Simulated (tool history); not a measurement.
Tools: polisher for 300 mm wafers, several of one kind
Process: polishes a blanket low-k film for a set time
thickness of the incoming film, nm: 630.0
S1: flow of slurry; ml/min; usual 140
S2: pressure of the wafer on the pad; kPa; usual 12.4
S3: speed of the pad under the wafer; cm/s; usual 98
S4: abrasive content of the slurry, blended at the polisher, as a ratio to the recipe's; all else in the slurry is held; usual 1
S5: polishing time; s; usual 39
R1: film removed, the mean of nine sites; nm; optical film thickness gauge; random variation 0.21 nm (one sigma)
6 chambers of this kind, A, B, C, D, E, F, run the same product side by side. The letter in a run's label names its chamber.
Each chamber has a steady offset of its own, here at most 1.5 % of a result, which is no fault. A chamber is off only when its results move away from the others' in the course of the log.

run   hour   S1    S2  S3  S4  S5      R1
       1.3  -- chamber B: conditioning disc replaced and pad reconditioned
 1B   14.5  140  12.4  98   1  39  16.206
      19.4  -- chamber F: worn pad replaced by a new one
 2A   21.6  140  12.4  98   1  39  15.473
      21.7  -- chamber E: slurry blender recalibrated
      22.7  -- chamber A: slurry blender recalibrated
      33.0  -- chamber B: slurry nozzle cleaned
 3F   34.9  140  12.4  98   1  39  16.475
      37.2  -- chamber B: worn pad replaced by a new one
 4E   43.3  140  12.4  98   1  39  15.913
 5D   56.3  140  12.4  98   1  39  16.138
      61.8  -- chamber E: worn pad replaced by a new one
 6C   67.3  140  12.4  98   1  39  16.057
      67.6  -- chamber A: worn pad replaced by a new one
      74.8  -- chamber D: conditioning disc replaced and pad reconditioned
 7C   80.6  140   9.7  98   1  39  12.440
      85.8  -- chamber D: worn pad replaced by a new one
 8B   97.1  140   9.7  98   1  39  12.394
     101.6  -- chamber F: worn pad replaced by a new one
 9D  110.2  140   9.7  98   1  39  12.622
10A  118.4  140   9.7  98   1  39  12.178
     126.7  -- chamber E: slurry blender recalibrated
11E  129.8  140   9.7  98   1  39  12.762
     136.5  -- chamber B: worn pad replaced by a new one
12F  138.9  140   9.7  98   1  39  12.556
     144.8  -- chamber C: slurry nozzle cleaned
     146.3  -- chamber E: worn pad replaced by a new one
     147.0  -- chamber F: conditioning disc replaced and pad reconditioned
13C  147.1  140  12.4  98   1  39  15.868
     156.5  -- chamber D: slurry nozzle cleaned
     157.8  -- chamber A: worn pad replaced by a new one
14B  163.3  140  12.4  98   1  39  15.935
     163.6  -- chamber D: worn pad replaced by a new one
     170.6  -- chamber F: slurry blender recalibrated
15D  175.6  140  12.4  98   1  39  16.064
     179.1  -- chamber F: slurry nozzle cleaned
16F  188.3  105  12.4  98   1  39  15.108
     192.2  -- chamber F: worn pad replaced by a new one
17A  198.9  105  12.4  98   1  39  14.719
18E  210.3  105  12.4  98   1  39  15.053
     216.6  -- chamber B: slurry nozzle cleaned
     217.1  -- chamber B: slurry blender recalibrated
     219.5  -- chamber B: worn pad replaced by a new one
19A  220.1  105  12.4  98   1  39  15.177
     222.4  -- chamber A: slurry nozzle cleaned
     223.7  -- chamber E: slurry blender recalibrated
20B  236.4  105  12.4  98   1  39  15.136
     240.0  -- chamber A: worn pad replaced by a new one
     243.0  -- chamber E: worn pad replaced by a new one
     247.2  -- chamber B: head pressure recalibrated
     249.6  -- chamber D: slurry blender recalibrated
21C  250.4  105  12.4  98   1  39  14.221
     250.9  -- chamber D: worn pad replaced by a new one
     252.3  -- chamber C: conditioning disc replaced and pad reconditioned
     260.7  -- chamber E: slurry nozzle cleaned
22D  261.0  140  12.4  98   1  39  16.040
23E  269.7  140  12.4  98   1  39  16.668
     274.9  -- chamber B: conditioning disc replaced and pad reconditioned
     284.8  -- chamber F: worn pad replaced by a new one
24F  285.5  140  12.4  98   1  39  16.201
25D  293.7  140  12.4  98   1  39  15.836
     294.1  -- chamber D: conditioning disc replaced and pad reconditioned
     300.4  -- chamber A: conditioning disc replaced and pad reconditioned
26A  302.5  105  12.4  74   1  39  11.882
     310.1  -- chamber C: slurry blender recalibrated
     311.3  -- chamber B: worn pad replaced by a new one
27C  314.7  105  12.4  74   1  39  11.209
     317.7  -- chamber A: worn pad replaced by a new one
     322.3  -- chamber E: conditioning disc replaced and pad reconditioned
28E  322.3  105  12.4  74   1  39  11.982
29B  336.4  105  12.4  74   1  39  11.930
     340.4  -- chamber E: slurry blender recalibrated
     340.9  -- chamber E: worn pad replaced by a new one
30F  345.3  105  12.4  74   1  39  12.399
     348.8  -- chamber D: worn pad replaced by a new one
     355.7  -- chamber D: head pressure recalibrated
31F  356.2  105  12.4  74   1  39  12.297
32A  366.6  140  12.4  98   1  39  16.353
     368.8  -- chamber F: worn pad replaced by a new one
33E  374.3  140  12.4  98   1  39  16.321
34B  389.4  140  12.4  98   1  39  16.074
35C  397.9  140  12.4  98   1  39  14.736
     402.2  -- chamber B: worn pad replaced by a new one
     410.3  -- chamber B: slurry nozzle cleaned
36D  410.4  140  12.4  98   1  39  16.182
37F  425.9  140  12.4  98   1  39  16.096
38C  438.8  140  16.5  98   1  32  15.375
39B  449.3  140  16.5  98   1  32  17.751

What goes on in this fleet: one chamber off, a drifting gauge, or nothing beyond the chambers' own small offsets? Name the chamber and the cause, if any.

Chamber C drifts away from the others.
Cause: removal rate lost through wear of the pad, % = 13.9.
The log may not tell that from: head's pressure below its setpoint, %.

Here are 4 candidates for chamber C's next run, each the usual settings with a change, their results left as question marks. Which one brings its results back in line with what the others give on the usual settings?
In line means no further than this from the other chambers' mean on the usual settings: R1 0.740 nm
40C-1  461.1  145  14.5   98  1.00  39   ?
40C-2  461.1  140  12.4  100  1.00  40   ?
40C-3  461.1  140  12.4   96  1.00  38   ?
40C-4  461.1  135  11.0   98  0.95  39   ?

The other chambers' mean on the usual settings: R1 16.122 nm
  run      R1
40C-1  16.572
40C-2  14.724
40C-3  13.538
40C-4  12.190
40C-1 brings the chamber back in line.
